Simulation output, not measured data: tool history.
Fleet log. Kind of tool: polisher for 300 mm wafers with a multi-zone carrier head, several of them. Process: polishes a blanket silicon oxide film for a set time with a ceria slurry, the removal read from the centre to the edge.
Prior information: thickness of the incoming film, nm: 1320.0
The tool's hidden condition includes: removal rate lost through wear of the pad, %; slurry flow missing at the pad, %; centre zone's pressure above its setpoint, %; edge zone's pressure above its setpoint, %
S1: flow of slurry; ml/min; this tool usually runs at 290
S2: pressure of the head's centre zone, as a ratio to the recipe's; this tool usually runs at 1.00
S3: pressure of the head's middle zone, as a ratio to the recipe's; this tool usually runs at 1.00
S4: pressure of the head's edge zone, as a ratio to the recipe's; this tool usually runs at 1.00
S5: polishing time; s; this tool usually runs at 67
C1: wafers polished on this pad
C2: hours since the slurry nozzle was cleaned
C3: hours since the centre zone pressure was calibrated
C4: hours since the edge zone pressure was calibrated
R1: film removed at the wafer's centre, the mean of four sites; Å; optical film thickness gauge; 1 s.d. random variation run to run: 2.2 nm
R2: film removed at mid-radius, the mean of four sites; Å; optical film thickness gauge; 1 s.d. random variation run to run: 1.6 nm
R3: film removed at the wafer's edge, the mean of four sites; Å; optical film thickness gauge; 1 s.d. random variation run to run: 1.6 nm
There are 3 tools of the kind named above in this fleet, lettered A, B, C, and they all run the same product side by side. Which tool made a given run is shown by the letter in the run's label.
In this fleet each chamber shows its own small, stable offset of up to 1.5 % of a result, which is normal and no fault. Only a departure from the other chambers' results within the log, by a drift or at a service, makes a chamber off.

run,day,S1,S2,S3,S4,S5,C1,C2,C3,C4,R1,R2,R3
1B,0.346,290,1.00,1.00,1.00,67,705,69.4,87.4,174.4,2125.9,2144.7,2117.8
2A,0.667,290,1.00,1.00,1.00,67,666,160.7,359.2,491.3,2142.0,2104.3,2106.3
3C,1.238,290,1.00,1.00,1.00,67,823,247.0,737.7,328.4,2112.5,2093.4,2151.5
# day 1.571: chamber A: worn pad replaced by a new one
4C,1.688,290,1.00,1.00,1.00,67,945,257.8,748.5,339.2,2115.7,2116.5,2142.0
5A,2.142,290,0.88,1.00,1.00,67,154,196.1,394.6,526.7,1856.7,2145.6,2120.4
6B,2.458,290,0.88,1.00,1.00,67,1276,120.1,138.1,225.1,1831.1,2123.3,2108.3
# day 2.854: chamber B: worn pad replaced by a new one
# day 3.004: chamber A: centre zone pressure recalibrated
7A,3.004,290,0.88,1.00,1.00,67,388,216.8,0.0,547.4,1860.5,2126.3,2099.4
8C,3.408,290,1.00,1.00,1.00,67,1410,299.1,789.8,380.5,2095.9,2102.4,2137.9
9B,3.700,290,1.00,1.00,1.00,67,229,149.9,167.9,254.9,2111.4,2145.3,2121.0
10C,4.204,290,1.00,1.00,1.00,67,1625,318.2,808.9,399.6,2113.6,2094.4,2135.5
# day 4.546: chamber C: edge zone pressure recalibrated
11B,4.775,290,1.00,1.00,1.00,67,519,175.7,193.7,280.7,2111.4,2150.5,2108.9
# day 5.167: chamber A: worn pad replaced by a new one
# day 5.317: chamber A: slurry nozzle cleaned
12A,5.346,290,1.00,1.00,1.00,67,49,0.8,56.2,603.6,2136.2,2170.2,2116.4
13C,5.875,290,1.00,1.00,1.00,67,2076,358.3,849.0,32.0,2131.9,2105.3,2140.4
14B,6.500,290,1.00,1.00,1.00,67,985,217.1,235.1,322.1,2068.0,2121.0,2139.2
15A,7.125,225,1.00,1.00,1.00,67,529,43.5,98.9,646.3,2090.0,2105.5,2071.9
# day 7.588: chamber B: worn pad replaced by a new one
16C,7.704,225,1.00,1.00,1.00,67,2571,402.2,892.9,75.9,2012.3,2062.9,2036.0
# day 7.842: chamber A: edge zone pressure recalibrated
17A,8.050,225,1.00,1.00,1.00,67,779,65.7,121.1,5.0,2071.4,2058.8,2049.8
# day 8.388: chamber A: worn pad replaced by a new one
18B,8.500,290,1.00,1.00,1.00,67,247,265.1,283.1,370.1,2111.3,2101.2,2112.9
19C,9.050,290,1.00,1.00,1.00,67,2934,434.5,925.2,108.2,2050.0,2069.6,2067.9
# day 9.600: chamber C: centre zone pressure recalibrated
20A,9.692,290,1.00,1.00,1.00,67,353,105.1,160.5,44.4,2134.1,2097.5,2106.7
# day 9.967: chamber B: slurry nozzle cleaned
21B,10.067,290,1.00,1.00,1.00,67,670,2.5,320.7,407.7,2095.6,2142.3,2109.3
22A,10.425,290,1.00,0.92,1.00,67,551,122.7,178.1,62.0,2137.7,1978.0,2110.1
23C,10.896,290,1.00,0.92,1.00,67,3433,478.8,31.1,152.5,2063.7,1872.2,2051.4
24B,11.508,290,1.00,0.92,1.00,67,1060,37.1,355.3,442.3,2058.8,1946.9,2118.5
# day 11.608: chamber A: worn pad replaced by a new one
25A,11.975,290,1.00,1.00,1.00,67,100,159.9,215.3,99.2,2123.0,2144.8,2096.7
26B,12.333,290,1.06,1.00,1.00,67,1283,56.9,375.1,462.1,2220.1,2128.7,2113.8
# day 12.654: chamber B: worn pad replaced by a new one
27C,12.771,290,1.06,1.00,1.00,67,3940,523.8,76.1,197.5,2120.8,1990.0,2018.7
# day 13.100: chamber C: slurry nozzle cleaned
28A,13.421,290,1.06,1.00,1.00,67,490,194.6,250.0,133.9,2333.6,2125.3,2097.9
29B,13.933,290,1.00,1.00,1.00,67,346,95.3,413.5,500.5,2111.0,2135.7,2130.0
30C,14.317,290,1.00,1.00,1.00,67,4357,29.3,113.2,234.6,1942.3,1961.3,1977.2
31C,14.971,290,1.00,1.00,1.00,67,4534,45.0,128.9,250.3,1993.2,1925.2,1953.0
# day 15.192: chamber A: worn pad replaced by a new one
32B,15.421,290,1.00,0.88,1.00,67,748,131.0,449.2,536.2,2076.9,1871.1,2148.6
33A,16.021,290,1.00,0.88,1.00,67,224,257.0,312.4,196.3,2133.2,1891.6,2131.8
34B,16.562,290,1.00,0.88,1.00,67,1056,158.4,476.6,563.6,2072.0,1917.9,2104.5
# day 16.875: chamber A: slurry nozzle cleaned
35C,17.000,290,1.00,1.00,1.00,67,5083,93.7,177.6,299.0,1927.7,1897.5,1890.6
36A,17.500,290,1.00,1.00,1.00,67,623,15.1,347.9,231.8,2185.6,2125.5,2096.7

What goes on in this fleet: one chamber off, a drifting gauge, or nothing beyond the chambers' own small offsets? Name the chamber and the cause, if any.

Chamber C drifts away from the others.
Likeliest cause: removal rate lost through wear of the pad, % = 10.9.

Here are 4 candidates for chamber C's next run, each the usual settings with a change, their results left as question marks. Which one brings its results back in line with what the others give on the usual settings?
A result is in line if it is within this distance of the other chambers' mean on the usual settings: R1 75.0 Å; R2 56.0 Å; R3 55.0 Å
37C-1,17.975,285,1.00,0.98,1.00,60,,,,,?,?,?
37C-2,17.975,290,1.00,1.01,1.00,71,,,,,?,?,?
37C-3,17.975,295,1.00,1.02,1.00,74,,,,,?,?,?
37C-4,17.975,290,1.00,0.99,1.00,63,,,,,?,?,?

Mean of the other chambers on the usual settings: R1 2116.0 Å; R2 2123.7 Å; R3 2109.7 Å
run,R1,R2,R3
37C-1,1692.4,1651.3,1698.4
37C-2,2007.0,2011.6,2011.6
37C-3,2095.9,2118.9,2099.0
37C-4,1780.6,1752.9,1785.4
It is 37C-3 that realigns the chamber with its peers.
